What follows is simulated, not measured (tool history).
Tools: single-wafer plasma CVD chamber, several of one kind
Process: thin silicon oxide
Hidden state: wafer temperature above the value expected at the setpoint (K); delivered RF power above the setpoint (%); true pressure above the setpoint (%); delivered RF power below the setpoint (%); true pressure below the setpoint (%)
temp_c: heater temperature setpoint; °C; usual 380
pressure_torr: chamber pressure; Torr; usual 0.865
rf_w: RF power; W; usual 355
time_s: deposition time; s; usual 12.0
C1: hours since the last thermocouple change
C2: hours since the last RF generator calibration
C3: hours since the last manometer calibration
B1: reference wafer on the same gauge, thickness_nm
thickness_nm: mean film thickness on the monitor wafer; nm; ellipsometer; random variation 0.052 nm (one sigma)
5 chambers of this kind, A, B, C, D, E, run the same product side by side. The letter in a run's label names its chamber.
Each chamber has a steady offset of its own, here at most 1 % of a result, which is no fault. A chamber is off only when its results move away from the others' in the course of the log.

run 1C day=0.367 | temp_c=380 pressure_torr=0.865 rf_w=355 time_s=12.0 | C1=395.7 C2=1473.3 C3=1431.4 | B1=23.898 | thickness_nm=25.297
run 2E day=1.000 | temp_c=380 pressure_torr=0.865 rf_w=355 time_s=12.0 | C1=697.6 C2=2331.0 C3=634.7 | B1=23.891 | thickness_nm=25.371
-- day=1.375 chamber B: capacitance manometer re-zeroed and calibrated
run 3A day=1.592 | temp_c=380 pressure_torr=0.865 rf_w=355 time_s=12.0 | C1=327.4 C2=535.2 C3=1222.0 | B1=23.891 | thickness_nm=25.558
run 4D day=2.117 | temp_c=380 pressure_torr=0.865 rf_w=355 time_s=12.0 | C1=873.2 C2=1556.4 C3=312.8 | B1=23.895 | thickness_nm=25.592
run 5B day=2.508 | temp_c=380 pressure_torr=0.865 rf_w=355 time_s=12.0 | C1=969.3 C2=1172.3 C3=27.3 | B1=23.899 | thickness_nm=25.479
-- day=2.862 chamber C: RF generator calibrated
run 6B day=2.996 | temp_c=380 pressure_torr=0.865 rf_w=355 time_s=12.0 | C1=981.0 C2=1184.0 C3=39.0 | B1=23.887 | thickness_nm=25.454
-- day=3.492 chamber B: RF generator calibrated
run 7D day=3.521 | temp_c=380 pressure_torr=0.865 rf_w=355 time_s=12.0 | C1=906.9 C2=1590.1 C3=346.5 | B1=23.900 | thickness_nm=25.637
run 8A day=3.900 | temp_c=380 pressure_torr=0.865 rf_w=355 time_s=12.0 | C1=382.8 C2=590.6 C3=1277.4 | B1=23.905 | thickness_nm=25.567
-- day=3.942 chamber E: RF generator calibrated
run 9C day=4.296 | temp_c=380 pressure_torr=0.865 rf_w=355 time_s=12.0 | C1=490.0 C2=34.5 C3=1525.7 | B1=23.902 | thickness_nm=25.303
run 10E day=4.675 | temp_c=380 pressure_torr=0.865 rf_w=355 time_s=12.0 | C1=785.8 C2=17.7 C3=722.9 | B1=23.882 | thickness_nm=25.462
run 11B day=5.117 | temp_c=380 pressure_torr=0.865 rf_w=355 time_s=12.0 | C1=1031.9 C2=39.1 C3=89.9 | B1=23.894 | thickness_nm=25.394
run 12D day=5.529 | temp_c=380 pressure_torr=0.865 rf_w=355 time_s=12.0 | C1=955.1 C2=1638.3 C3=394.7 | B1=23.890 | thickness_nm=25.710
run 13A day=6.067 | temp_c=380 pressure_torr=0.865 rf_w=295 time_s=12.0 | C1=434.8 C2=642.6 C3=1329.4 | B1=23.897 | thickness_nm=23.663
-- day=6.204 chamber C: capacitance manometer re-zeroed and calibrated
run 14C day=6.479 | temp_c=380 pressure_torr=0.865 rf_w=295 time_s=12.0 | C1=542.4 C2=86.9 C3=6.6 | B1=23.901 | thickness_nm=23.268
run 15E day=6.771 | temp_c=380 pressure_torr=0.865 rf_w=295 time_s=12.0 | C1=836.1 C2=68.0 C3=773.2 | B1=23.902 | thickness_nm=23.710
run 16B day=7.192 | temp_c=380 pressure_torr=0.865 rf_w=295 time_s=12.0 | C1=1081.7 C2=88.9 C3=139.7 | B1=23.885 | thickness_nm=23.623
run 17A day=7.792 | temp_c=380 pressure_torr=0.865 rf_w=295 time_s=12.0 | C1=476.2 C2=684.0 C3=1370.8 | B1=23.892 | thickness_nm=23.689
run 18D day=8.438 | temp_c=380 pressure_torr=0.865 rf_w=355 time_s=12.0 | C1=1024.9 C2=1708.1 C3=464.5 | B1=23.899 | thickness_nm=25.617
run 19C day=8.950 | temp_c=380 pressure_torr=0.865 rf_w=355 time_s=12.0 | C1=601.7 C2=146.2 C3=65.9 | B1=23.899 | thickness_nm=25.101
run 20E day=9.354 | temp_c=380 pressure_torr=0.865 rf_w=355 time_s=12.0 | C1=898.1 C2=130.0 C3=835.2 | B1=23.893 | thickness_nm=25.428
-- day=9.846 chamber D: RF generator calibrated
run 21D day=10.004 | temp_c=380 pressure_torr=0.865 rf_w=355 time_s=12.0 | C1=1062.5 C2=3.9 C3=502.1 | B1=23.908 | thickness_nm=25.695
run 22C day=10.579 | temp_c=380 pressure_torr=0.865 rf_w=355 time_s=12.0 | C1=640.8 C2=185.3 C3=105.0 | B1=23.920 | thickness_nm=25.078
run 23B day=10.983 | temp_c=380 pressure_torr=0.865 rf_w=355 time_s=12.0 | C1=1172.7 C2=179.9 C3=230.7 | B1=23.903 | thickness_nm=25.468
run 24A day=11.388 | temp_c=380 pressure_torr=0.865 rf_w=355 time_s=12.0 | C1=562.5 C2=770.3 C3=1457.1 | B1=23.893 | thickness_nm=25.591
run 25E day=11.675 | temp_c=380 pressure_torr=0.865 rf_w=355 time_s=12.0 | C1=953.8 C2=185.7 C3=890.9 | B1=23.893 | thickness_nm=25.416
run 26C day=11.996 | temp_c=380 pressure_torr=0.865 rf_w=355 time_s=12.0 | C1=674.8 C2=219.3 C3=139.0 | B1=23.896 | thickness_nm=25.039
run 27B day=12.579 | temp_c=380 pressure_torr=0.865 rf_w=355 time_s=14.1 | C1=1211.0 C2=218.2 C3=269.0 | B1=23.897 | thickness_nm=29.839
run 28A day=13.021 | temp_c=380 pressure_torr=0.865 rf_w=355 time_s=14.1 | C1=601.7 C2=809.5 C3=1496.3 | B1=23.907 | thickness_nm=29.968
run 29E day=13.658 | temp_c=380 pressure_torr=0.865 rf_w=355 time_s=14.1 | C1=1001.4 C2=233.3 C3=938.5 | B1=23.900 | thickness_nm=29.761
run 30D day=14.183 | temp_c=380 pressure_torr=0.865 rf_w=355 time_s=14.1 | C1=1162.8 C2=104.2 C3=602.4 | B1=23.905 | thickness_nm=30.102
run 31B day=14.725 | temp_c=380 pressure_torr=0.865 rf_w=355 time_s=14.1 | C1=1262.5 C2=269.7 C3=320.5 | B1=23.906 | thickness_nm=29.841
run 32E day=15.100 | temp_c=380 pressure_torr=0.865 rf_w=355 time_s=12.0 | C1=1036.0 C2=267.9 C3=973.1 | B1=23.899 | thickness_nm=25.517

All 5 chambers run these settings next. Forecast each chamber's results:
run 33A day=15.575 | temp_c=380 pressure_torr=0.865 rf_w=355 time_s=12.0 | thickness_nm=?
run 33B day=15.575 | temp_c=380 pressure_torr=0.865 rf_w=355 time_s=12.0 | thickness_nm=?
run 33C day=15.575 | temp_c=380 pressure_torr=0.865 rf_w=355 time_s=12.0 | thickness_nm=?
run 33D day=15.575 | temp_c=380 pressure_torr=0.865 rf_w=355 time_s=12.0 | thickness_nm=?
run 33E day=15.575 | temp_c=380 pressure_torr=0.865 rf_w=355 time_s=12.0 | thickness_nm=?

run=33A thickness_nm=25.374
run=33B thickness_nm=25.476
run=33C thickness_nm=25.058
run=33D thickness_nm=25.624
run=33E thickness_nm=25.439

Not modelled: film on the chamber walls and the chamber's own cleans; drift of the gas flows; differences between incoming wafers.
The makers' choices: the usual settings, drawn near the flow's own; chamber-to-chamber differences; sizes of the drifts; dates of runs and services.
